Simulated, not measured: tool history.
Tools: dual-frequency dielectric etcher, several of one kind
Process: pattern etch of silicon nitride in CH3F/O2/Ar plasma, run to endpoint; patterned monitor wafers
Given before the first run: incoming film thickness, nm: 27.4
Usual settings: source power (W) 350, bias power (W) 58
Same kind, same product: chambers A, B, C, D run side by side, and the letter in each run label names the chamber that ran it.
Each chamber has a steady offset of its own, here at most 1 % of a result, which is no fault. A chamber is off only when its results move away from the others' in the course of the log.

{"run": "1C", "hour": 2.8, "source power (W)": 350, "bias power (W)": 58, "endpoint time (s)": 44.65}
{"run": "2D", "hour": 4.7, "source power (W)": 350, "bias power (W)": 58, "endpoint time (s)": 44.647}
{"run": "3B", "hour": 6.6, "source power (W)": 350, "bias power (W)": 58, "endpoint time (s)": 44.602}
{"run": "4A", "hour": 8.7, "source power (W)": 350, "bias power (W)": 58, "endpoint time (s)": 44.375}
{"run": "5B", "hour": 12.3, "source power (W)": 350, "bias power (W)": 58, "endpoint time (s)": 44.344}
{"run": "6D", "hour": 16.1, "source power (W)": 350, "bias power (W)": 58, "endpoint time (s)": 44.844}
{"run": "7A", "hour": 18.7, "source power (W)": 350, "bias power (W)": 58, "endpoint time (s)": 44.83}
{"run": "8C", "hour": 22.0, "source power (W)": 350, "bias power (W)": 58, "endpoint time (s)": 44.562}
{"run": "9D", "hour": 23.8, "source power (W)": 350, "bias power (W)": 58, "endpoint time (s)": 44.566}
{"run": "10B", "hour": 26.3, "source power (W)": 350, "bias power (W)": 68, "endpoint time (s)": 42.045}
{"run": "11C", "hour": 28.9, "source power (W)": 350, "bias power (W)": 68, "endpoint time (s)": 42.091}
{"run": "12A", "hour": 31.3, "source power (W)": 350, "bias power (W)": 68, "endpoint time (s)": 42.314}
{"run": "13C", "hour": 33.6, "source power (W)": 350, "bias power (W)": 68, "endpoint time (s)": 41.979}
{"run": "14A", "hour": 36.9, "source power (W)": 350, "bias power (W)": 58, "endpoint time (s)": 44.682}
{"run": "15B", "hour": 40.7, "source power (W)": 350, "bias power (W)": 58, "endpoint time (s)": 44.498}
{"run": "16D", "hour": 43.0, "source power (W)": 350, "bias power (W)": 58, "endpoint time (s)": 44.913}
{"run": "17A", "hour": 45.3, "source power (W)": 350, "bias power (W)": 58, "endpoint time (s)": 44.549}
{"run": "18B", "hour": 48.0, "source power (W)": 350, "bias power (W)": 58, "endpoint time (s)": 44.369}
{"run": "19C", "hour": 51.1, "source power (W)": 350, "bias power (W)": 58, "endpoint time (s)": 44.465}
{"run": "20D", "hour": 54.2, "source power (W)": 350, "bias power (W)": 58, "endpoint time (s)": 44.766}
{"run": "21B", "hour": 56.8, "source power (W)": 350, "bias power (W)": 58, "endpoint time (s)": 44.076}
{"run": "22C", "hour": 59.2, "source power (W)": 410, "bias power (W)": 70, "endpoint time (s)": 39.424}
{"run": "23D", "hour": 61.3, "source power (W)": 410, "bias power (W)": 70, "endpoint time (s)": 39.008}
{"run": "24A", "hour": 64.4, "source power (W)": 410, "bias power (W)": 70, "endpoint time (s)": 39.402}
{"run": "25C", "hour": 68.2, "source power (W)": 410, "bias power (W)": 70, "endpoint time (s)": 39.367}
{"run": "26A", "hour": 71.2, "source power (W)": 350, "bias power (W)": 58, "endpoint time (s)": 44.428}
{"hour": 71.9, "done": "chamber A: source power generator calibrated"}
{"run": "27B", "hour": 73.2, "source power (W)": 350, "bias power (W)": 58, "endpoint time (s)": 44.706}
{"run": "28D", "hour": 75.9, "source power (W)": 350, "bias power (W)": 58, "endpoint time (s)": 44.244}
{"run": "29A", "hour": 79.3, "source power (W)": 350, "bias power (W)": 58, "endpoint time (s)": 44.572}
{"run": "30D", "hour": 82.5, "source power (W)": 350, "bias power (W)": 58, "endpoint time (s)": 44.553}
{"run": "31C", "hour": 85.8, "source power (W)": 350, "bias power (W)": 58, "endpoint time (s)": 44.153}
{"run": "32B", "hour": 88.8, "source power (W)": 350, "bias power (W)": 58, "endpoint time (s)": 44.543}
{"run": "33C", "hour": 92.6, "source power (W)": 350, "bias power (W)": 58, "endpoint time (s)": 44.739}
{"run": "34B", "hour": 94.5, "source power (W)": 350, "bias power (W)": 58, "endpoint time (s)": 44.698}
{"run": "35D", "hour": 96.8, "source power (W)": 350, "bias power (W)": 58, "endpoint time (s)": 43.984}
{"run": "36A", "hour": 99.5, "source power (W)": 350, "bias power (W)": 58, "endpoint time (s)": 44.574}
{"run": "37B", "hour": 103.2, "source power (W)": 430, "bias power (W)": 58, "endpoint time (s)": 40.915}
{"run": "38A", "hour": 106.5, "source power (W)": 430, "bias power (W)": 58, "endpoint time (s)": 41.17}
{"run": "39D", "hour": 108.3, "source power (W)": 430, "bias power (W)": 58, "endpoint time (s)": 40.215}

What goes on in this fleet: one chamber off, a drifting gauge, or nothing beyond the chambers' own small offsets? Name the chamber and the cause, if any.

Little by little, chamber D moves away from the other chambers.
Most likely cause: etch rate over this chamber's usual, % = 3.08.

Chamber D could run next with any of the 4 candidate recipes listed below; each alters the usual settings, and their results appear as question marks. Which one brings its results back in line with what the other chambers deliver on the usual settings?
Counts as in line when no further than this from what the other chambers average on the usual settings: endpoint time (s) 0.660
{"run": "40D-1", "hour": 111.4, "source power (W)": 360, "bias power (W)": 60, "endpoint time (s)": "?"}
{"run": "40D-2", "hour": 111.4, "source power (W)": 380, "bias power (W)": 62, "endpoint time (s)": "?"}
{"run": "40D-3", "hour": 111.4, "source power (W)": 330, "bias power (W)": 58, "endpoint time (s)": "?"}
{"run": "40D-4", "hour": 111.4, "source power (W)": 310, "bias power (W)": 58, "endpoint time (s)": "?"}

Other chambers, usual settings, mean: endpoint time (s) 44.530
run=40D-1 endpoint_time_(s)=42.649
run=40D-2 endpoint_time_(s)=41.332
run=40D-3 endpoint_time_(s)=44.575
run=40D-4 endpoint_time_(s)=45.640
The answer is 40D-3, which returns the chamber to within the allowed miss of the others.

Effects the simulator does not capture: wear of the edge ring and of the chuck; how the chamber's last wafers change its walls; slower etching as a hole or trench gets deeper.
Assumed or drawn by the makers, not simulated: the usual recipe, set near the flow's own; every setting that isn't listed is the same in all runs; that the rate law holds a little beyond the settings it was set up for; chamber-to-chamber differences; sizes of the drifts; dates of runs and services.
